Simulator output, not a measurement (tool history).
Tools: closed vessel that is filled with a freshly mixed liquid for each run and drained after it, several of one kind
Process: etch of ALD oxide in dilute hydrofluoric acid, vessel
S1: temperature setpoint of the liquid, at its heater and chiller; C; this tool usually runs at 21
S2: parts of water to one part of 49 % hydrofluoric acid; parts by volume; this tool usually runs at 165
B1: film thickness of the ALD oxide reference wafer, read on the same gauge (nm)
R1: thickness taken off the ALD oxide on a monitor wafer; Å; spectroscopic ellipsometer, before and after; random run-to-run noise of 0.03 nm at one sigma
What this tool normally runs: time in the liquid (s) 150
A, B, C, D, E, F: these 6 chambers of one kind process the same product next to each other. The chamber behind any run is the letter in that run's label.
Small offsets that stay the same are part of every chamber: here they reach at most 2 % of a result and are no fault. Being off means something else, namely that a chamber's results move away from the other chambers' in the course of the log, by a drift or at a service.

Run 1E, hour 9: usual settings; B1 70.034. Result: R1 80.885 Å.
Run 2B, hour 18.3: usual settings; B1 69.982. Result: R1 80 Å.
Run 3D, hour 24.1: usual settings; B1 70.014. Result: R1 78.946 Å.
Run 4F, hour 35: usual settings; B1 70.045. Result: R1 80.512 Å.
Run 5A, hour 46.7: usual settings but S2 225 parts by volume, time in the liquid (s) 110; B1 70.024. Result: R1 40.612 Å.
Run 6C, hour 56.2: usual settings but S2 225 parts by volume, time in the liquid (s) 110; B1 70.033. Result: R1 41.088 Å.
Run 7C, hour 68.2: usual settings but S2 225 parts by volume, time in the liquid (s) 110; B1 69.961. Result: R1 41.033 Å.
At hour 75.7: chamber E: hydrofluoric acid flow meter replaced.
Run 8E, hour 78.1: usual settings but S2 225 parts by volume, time in the liquid (s) 110; B1 70.015. Result: R1 40.653 Å.
Run 9B, hour 89: usual settings but S2 225 parts by volume, time in the liquid (s) 110; B1 69.981. Result: R1 40.352 Å.
Run 10F, hour 101.3: usual settings but S2 225 parts by volume, time in the liquid (s) 110; B1 69.997. Result: R1 41.061 Å.
At hour 102.4: chamber D: hydrofluoric acid flow meter replaced.
Run 11D, hour 112.2: usual settings; B1 69.985. Result: R1 79.053 Å.
Run 12A, hour 122.2: usual settings; B1 69.969. Result: R1 80.651 Å.
Run 13A, hour 133.2: usual settings; B1 70.017. Result: R1 80.646 Å.
Run 14C, hour 139.6: usual settings; B1 70.061. Result: R1 81.579 Å.
Run 15F, hour 150.7: usual settings; B1 69.969. Result: R1 80.373 Å.
At hour 158.7: chamber D: thermometer replaced.
Run 16D, hour 159: usual settings; B1 70.002. Result: R1 79.38 Å.
Run 17B, hour 171.2: usual settings; B1 70.037. Result: R1 80.406 Å.
Run 18E, hour 182.5: usual settings; B1 70.006. Result: R1 80.427 Å.
Run 19F, hour 192.1: usual settings; B1 70.012. Result: R1 81.022 Å.
Run 20E, hour 201.2: usual settings; B1 69.965. Result: R1 80.864 Å.
Run 21D, hour 212.7: usual settings; B1 69.998. Result: R1 79.189 Å.
Run 22B, hour 221.5: usual settings; B1 70.052. Result: R1 80.061 Å.
Run 23A, hour 232.8: usual settings but S2 130 parts by volume; B1 69.997. Result: R1 105.23 Å.
At hour 238.2: chamber B: thermometer replaced.
Run 24C, hour 239.5: usual settings but S2 130 parts by volume; B1 70.028. Result: R1 108.04 Å.
Run 25C, hour 247.5: usual settings but S2 130 parts by volume; B1 70.019. Result: R1 108.47 Å.
Run 26A, hour 253.6: usual settings but S2 130 parts by volume; B1 69.965. Result: R1 104.56 Å.
Run 27F, hour 264.4: usual settings but S2 130 parts by volume; B1 70.042. Result: R1 105.35 Å.
Run 28E, hour 275.7: usual settings but S2 130 parts by volume; B1 70.024. Result: R1 105.41 Å.
Run 29D, hour 281.8: usual settings; B1 69.998. Result: R1 79.204 Å.
Run 30B, hour 287.9: usual settings; B1 70.037. Result: R1 80.053 Å.
Run 31D, hour 298.5: usual settings; B1 69.992. Result: R1 79.114 Å.
Run 32F, hour 310.5: usual settings; B1 69.973. Result: R1 80.107 Å.
Run 33E, hour 321.1: usual settings; B1 69.986. Result: R1 80.369 Å.
Run 34C, hour 328.2: usual settings; B1 70.048. Result: R1 80.693 Å.
Run 35B, hour 340.3: usual settings; B1 69.924. Result: R1 80.009 Å.
Run 36A, hour 349.5: usual settings; B1 70.009. Result: R1 77.475 Å.
Run 37B, hour 355.4: usual settings; B1 69.978. Result: R1 80.384 Å.
Run 38D, hour 361.5: usual settings; B1 69.965. Result: R1 79.033 Å.

Decide between three cases: one chamber stands off from its peers, the gauge reading all wafers drifts, or nothing is wrong past each chamber's small offset. Where a chamber is off, say which and what most likely put it there.

One chamber, A, drifts off from the rest bit by bit.
What lies behind it: liquid colder than its thermometer reads (K) = 1.15.
With only this log, it may be confused with: hydrofluoric acid flow below the setpoint (%).

Which of the 4 candidates below, each the usual settings with something changed and its results left as question marks, puts chamber A back in line with what the other chambers give on the usual settings?
Maximum distance from the other chambers' mean on the usual settings for a result to count as in line: R1 1 Å
Run 39A-1, hour 370.7: usual settings but S1 19 C. Result: R1 ?.
Run 39A-2, hour 370.7: usual settings but S1 20 C. Result: R1 ?.
Run 39A-3, hour 370.7: usual settings but S2 160 parts by volume. Result: R1 ?.
Run 39A-4, hour 370.7: usual settings but S2 155 parts by volume. Result: R1 ?.

The other chambers' mean on the usual settings: R1 80.409 Å
  run      R1
39A-1  71.227
39A-2  74.081
39A-3  79.906
39A-4  82.959
With 39A-3, the chamber falls back in line with the rest.
